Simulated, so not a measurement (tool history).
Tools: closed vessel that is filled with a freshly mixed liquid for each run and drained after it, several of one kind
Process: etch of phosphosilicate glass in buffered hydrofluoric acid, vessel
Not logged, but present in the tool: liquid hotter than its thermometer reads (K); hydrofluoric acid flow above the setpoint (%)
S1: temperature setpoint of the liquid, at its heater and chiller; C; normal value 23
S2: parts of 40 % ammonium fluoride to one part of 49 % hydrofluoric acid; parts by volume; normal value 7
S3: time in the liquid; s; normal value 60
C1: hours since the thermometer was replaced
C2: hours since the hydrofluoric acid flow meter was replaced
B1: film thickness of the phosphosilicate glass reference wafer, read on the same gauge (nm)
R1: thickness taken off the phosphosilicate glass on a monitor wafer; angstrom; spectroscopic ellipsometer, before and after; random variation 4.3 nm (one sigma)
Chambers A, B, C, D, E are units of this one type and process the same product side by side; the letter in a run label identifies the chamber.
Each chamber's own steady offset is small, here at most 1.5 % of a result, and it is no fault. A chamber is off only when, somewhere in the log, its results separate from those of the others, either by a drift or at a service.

run	hour	S1	S2	S3	C1	C2	B1	R1
1D	9.5	23	7	60	510.7	401.6	100.000	5234.2
2A	15.0	23	7	60	482.6	1682.1	100.000	5157.9
3B	22.5	23	7	60	905.0	1228.6	100.030	5212.4
# hour 26.0: chamber D: hydrofluoric acid flow meter replaced
4C	31.0	23	7	60	2426.3	855.8	100.010	5244.8
5E	41.3	23	7	60	1808.9	1440.7	100.000	5141.1
6D	50.7	23	7	60	551.9	24.7	100.000	5197.5
7C	61.2	23	7	60	2456.5	886.0	99.994	5162.8
8E	68.1	23	7	60	1835.7	1467.5	99.986	5211.9
9A	76.3	23	7	60	543.9	1743.4	99.992	5076.7
10B	87.2	23	7	60	969.7	1293.3	100.000	5239.1
11A	97.9	23	7	60	565.5	1765.0	99.979	5134.9
12C	105.1	23	7	60	2500.4	929.9	99.991	5275.8
13B	112.0	23	7	60	994.5	1318.1	100.010	5204.1
14D	120.8	23	7	60	622.0	94.8	99.985	5343.2
15E	131.7	23	7	60	1899.3	1531.1	100.000	5174.7
16C	138.9	23	7	60	2534.2	963.7	99.997	5168.8
17A	143.7	23	7	60	611.3	1810.8	99.981	5177.1
18E	151.2	23	7	60	1918.8	1550.6	100.010	5091.8
19B	159.3	23	7	60	1041.8	1365.4	100.000	5211.6
20D	164.3	23	7	60	665.5	138.3	99.986	5434.0
21E	175.2	23	7	60	1942.8	1574.6	100.010	5171.2
22B	182.6	23	7	60	1065.1	1388.7	100.040	5220.3
23A	189.1	23	7	60	656.7	1856.2	100.020	5135.2
24C	199.2	23	7	60	2594.5	1024.0	100.020	5135.1
25D	207.3	23	7	60	708.5	181.3	99.954	5538.8
26E	212.7	23	7	60	1980.3	1612.1	99.990	5199.9
27B	219.5	23	7	60	1102.0	1425.6	99.979	5186.1
28A	228.5	23	7	90	696.1	1895.6	100.010	7632.3
29D	239.5	23	7	90	740.7	213.5	100.010	8314.5
30C	248.9	23	7	90	2644.2	1073.7	100.040	7892.6
31A	255.0	23	7	90	722.6	1922.1	100.020	7611.3
32D	264.9	23	7	90	766.1	238.9	100.010	8423.0

Each of the 5 chambers runs these same settings next. Fill in every chamber's results:
33A	272.8	19	7	60				?
33B	272.8	19	7	60				?
33C	272.8	19	7	60				?
33D	272.8	19	7	60				?
33E	272.8	19	7	60				?

run	R1
33A	4075.1
33B	4141.0
33C	4232.7
33D	4544.8
33E	4050.8
